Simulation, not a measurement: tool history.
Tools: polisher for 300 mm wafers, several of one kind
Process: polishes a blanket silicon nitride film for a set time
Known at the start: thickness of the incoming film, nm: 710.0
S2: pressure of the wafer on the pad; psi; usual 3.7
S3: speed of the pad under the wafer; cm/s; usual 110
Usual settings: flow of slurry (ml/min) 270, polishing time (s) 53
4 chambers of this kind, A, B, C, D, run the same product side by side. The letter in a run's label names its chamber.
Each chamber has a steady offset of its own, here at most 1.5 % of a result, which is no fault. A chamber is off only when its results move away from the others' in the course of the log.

{"hour": 3.4, "done": "chamber C: worn pad replaced by a new one"}
{"run": "1A", "hour": 5.7, "flow of slurry (ml/min)": 270, "S2": 3.7, "S3": 110, "polishing time (s)": 53, "film removed (angstrom)": 1045.2}
{"run": "2D", "hour": 13.0, "flow of slurry (ml/min)": 270, "S2": 3.7, "S3": 110, "polishing time (s)": 53, "film removed (angstrom)": 1023.1}
{"hour": 18.7, "done": "chamber D: worn pad replaced by a new one"}
{"run": "3C", "hour": 22.7, "flow of slurry (ml/min)": 270, "S2": 3.7, "S3": 110, "polishing time (s)": 53, "film removed (angstrom)": 1036}
{"hour": 28.7, "done": "chamber A: worn pad replaced by a new one"}
{"run": "4B", "hour": 29.3, "flow of slurry (ml/min)": 270, "S2": 3.7, "S3": 110, "polishing time (s)": 53, "film removed (angstrom)": 1071.1}
{"run": "5A", "hour": 39.3, "flow of slurry (ml/min)": 270, "S2": 3.7, "S3": 110, "polishing time (s)": 53, "film removed (angstrom)": 1057.9}
{"run": "6B", "hour": 46.0, "flow of slurry (ml/min)": 270, "S2": 3.7, "S3": 110, "polishing time (s)": 53, "film removed (angstrom)": 1033.3}
{"run": "7C", "hour": 51.4, "flow of slurry (ml/min)": 180, "S2": 3.7, "S3": 110, "polishing time (s)": 45, "film removed (angstrom)": 839.24}
{"run": "8D", "hour": 56.7, "flow of slurry (ml/min)": 180, "S2": 3.7, "S3": 110, "polishing time (s)": 45, "film removed (angstrom)": 845.04}
{"run": "9A", "hour": 66.2, "flow of slurry (ml/min)": 180, "S2": 3.7, "S3": 110, "polishing time (s)": 45, "film removed (angstrom)": 849.87}
{"run": "10B", "hour": 74.7, "flow of slurry (ml/min)": 180, "S2": 3.7, "S3": 110, "polishing time (s)": 45, "film removed (angstrom)": 828.15}
{"run": "11D", "hour": 84.5, "flow of slurry (ml/min)": 270, "S2": 3.7, "S3": 110, "polishing time (s)": 53, "film removed (angstrom)": 1022}
{"run": "12C", "hour": 89.9, "flow of slurry (ml/min)": 270, "S2": 3.7, "S3": 110, "polishing time (s)": 53, "film removed (angstrom)": 1066.4}
{"run": "13A", "hour": 98.9, "flow of slurry (ml/min)": 270, "S2": 2.4, "S3": 110, "polishing time (s)": 59, "film removed (angstrom)": 757.64}
{"hour": 100.3, "done": "chamber D: slurry nozzle cleaned"}
{"run": "14B", "hour": 107.6, "flow of slurry (ml/min)": 270, "S2": 2.4, "S3": 110, "polishing time (s)": 59, "film removed (angstrom)": 747.4}
{"run": "15C", "hour": 116.5, "flow of slurry (ml/min)": 270, "S2": 2.4, "S3": 110, "polishing time (s)": 59, "film removed (angstrom)": 745.66}
{"run": "16D", "hour": 124.8, "flow of slurry (ml/min)": 270, "S2": 2.4, "S3": 110, "polishing time (s)": 59, "film removed (angstrom)": 763.84}
{"hour": 135.4, "done": "chamber A: head pressure recalibrated"}
{"run": "17A", "hour": 135.8, "flow of slurry (ml/min)": 270, "S2": 3.7, "S3": 110, "polishing time (s)": 53, "film removed (angstrom)": 1072.9}
{"hour": 138.3, "done": "chamber A: worn pad replaced by a new one"}
{"run": "18B", "hour": 141.0, "flow of slurry (ml/min)": 270, "S2": 3.7, "S3": 110, "polishing time (s)": 53, "film removed (angstrom)": 1025.5}
{"run": "19D", "hour": 146.4, "flow of slurry (ml/min)": 270, "S2": 3.7, "S3": 110, "polishing time (s)": 53, "film removed (angstrom)": 1046.5}
{"run": "20C", "hour": 154.7, "flow of slurry (ml/min)": 270, "S2": 3.7, "S3": 110, "polishing time (s)": 53, "film removed (angstrom)": 1052.9}
{"run": "21B", "hour": 163.8, "flow of slurry (ml/min)": 270, "S2": 3.7, "S3": 110, "polishing time (s)": 53, "film removed (angstrom)": 1016.7}
{"run": "22A", "hour": 171.9, "flow of slurry (ml/min)": 270, "S2": 3.7, "S3": 110, "polishing time (s)": 53, "film removed (angstrom)": 1062.3}
{"run": "23C", "hour": 179.6, "flow of slurry (ml/min)": 270, "S2": 3.7, "S3": 110, "polishing time (s)": 53, "film removed (angstrom)": 1051.6}
{"hour": 182.9, "done": "chamber C: worn pad replaced by a new one"}
{"run": "24D", "hour": 185.2, "flow of slurry (ml/min)": 270, "S2": 3.3, "S3": 110, "polishing time (s)": 60, "film removed (angstrom)": 1052.9}
{"run": "25D", "hour": 196.5, "flow of slurry (ml/min)": 270, "S2": 3.3, "S3": 110, "polishing time (s)": 60, "film removed (angstrom)": 1033.2}
{"hour": 202.1, "done": "chamber D: worn pad replaced by a new one"}
{"run": "26C", "hour": 204.5, "flow of slurry (ml/min)": 270, "S2": 3.3, "S3": 110, "polishing time (s)": 60, "film removed (angstrom)": 1054.6}
{"run": "27B", "hour": 215.7, "flow of slurry (ml/min)": 270, "S2": 3.3, "S3": 110, "polishing time (s)": 60, "film removed (angstrom)": 1003.6}
{"run": "28A", "hour": 222.4, "flow of slurry (ml/min)": 270, "S2": 3.7, "S3": 110, "polishing time (s)": 53, "film removed (angstrom)": 1071.7}
{"run": "29D", "hour": 231.8, "flow of slurry (ml/min)": 270, "S2": 3.7, "S3": 110, "polishing time (s)": 53, "film removed (angstrom)": 1058.3}
{"hour": 233.6, "done": "chamber A: worn pad replaced by a new one"}
{"run": "30B", "hour": 241.0, "flow of slurry (ml/min)": 270, "S2": 3.7, "S3": 110, "polishing time (s)": 53, "film removed (angstrom)": 985.17}
{"hour": 243.4, "done": "chamber B: head pressure recalibrated"}
{"run": "31C", "hour": 245.9, "flow of slurry (ml/min)": 270, "S2": 3.7, "S3": 110, "polishing time (s)": 53, "film removed (angstrom)": 1046.2}
{"run": "32A", "hour": 255.2, "flow of slurry (ml/min)": 270, "S2": 3.7, "S3": 110, "polishing time (s)": 53, "film removed (angstrom)": 1045.5}
{"run": "33D", "hour": 261.6, "flow of slurry (ml/min)": 270, "S2": 3.7, "S3": 110, "polishing time (s)": 53, "film removed (angstrom)": 1063.3}
{"run": "34C", "hour": 270.1, "flow of slurry (ml/min)": 270, "S2": 3.7, "S3": 110, "polishing time (s)": 53, "film removed (angstrom)": 1044.6}
{"run": "35B", "hour": 276.2, "flow of slurry (ml/min)": 270, "S2": 3.7, "S3": 110, "polishing time (s)": 53, "film removed (angstrom)": 957.65}
{"run": "36A", "hour": 283.6, "flow of slurry (ml/min)": 270, "S2": 3.7, "S3": 110, "polishing time (s)": 53, "film removed (angstrom)": 1040.5}
{"run": "37A", "hour": 288.8, "flow of slurry (ml/min)": 270, "S2": 3.7, "S3": 110, "polishing time (s)": 53, "film removed (angstrom)": 1033.8}
{"run": "38B", "hour": 295.8, "flow of slurry (ml/min)": 270, "S2": 3.7, "S3": 110, "polishing time (s)": 53, "film removed (angstrom)": 939.87}
{"run": "39D", "hour": 300.8, "flow of slurry (ml/min)": 270, "S2": 3.7, "S3": 110, "polishing time (s)": 53, "film removed (angstrom)": 1049.8}
{"run": "40C", "hour": 308.9, "flow of slurry (ml/min)": 270, "S2": 3.7, "S3": 110, "polishing time (s)": 53, "film removed (angstrom)": 1049.4}

Is one chamber off against the others, does the gauge drift, or is nothing wrong? If a chamber is off, say which, and what the likeliest cause is.

Chamber B drifts away from the others.
Cause: removal rate lost through wear of the pad, % = 9.3.

Here are 4 candidates for chamber B's next run, each the usual settings with a change, their results left as question marks. Which one brings its results back in line with what the others give on the usual settings?
In line means no further than this from the other chambers' mean on the usual settings: film removed (angstrom) 53
{"run": "41B-1", "hour": 317.0, "flow of slurry (ml/min)": 270, "S2": 4.1, "S3": 110, "polishing time (s)": 53, "film removed (angstrom)": "?"}
{"run": "41B-2", "hour": 317.0, "flow of slurry (ml/min)": 270, "S2": 4, "S3": 116, "polishing time (s)": 57, "film removed (angstrom)": "?"}
{"run": "41B-3", "hour": 317.0, "flow of slurry (ml/min)": 270, "S2": 3.7, "S3": 84, "polishing time (s)": 53, "film removed (angstrom)": "?"}
{"run": "41B-4", "hour": 317.0, "flow of slurry (ml/min)": 270, "S2": 3.6, "S3": 106, "polishing time (s)": 51, "film removed (angstrom)": "?"}

The other chambers' mean on the usual settings: film removed (angstrom) 1043.8
run=41B-1 film_removed_(angstrom)=1046.8
run=41B-2 film_removed_(angstrom)=1146.3
run=41B-3 film_removed_(angstrom)=760.24
run=41B-4 film_removed_(angstrom)=858.5
41B-1 brings the chamber back in line.
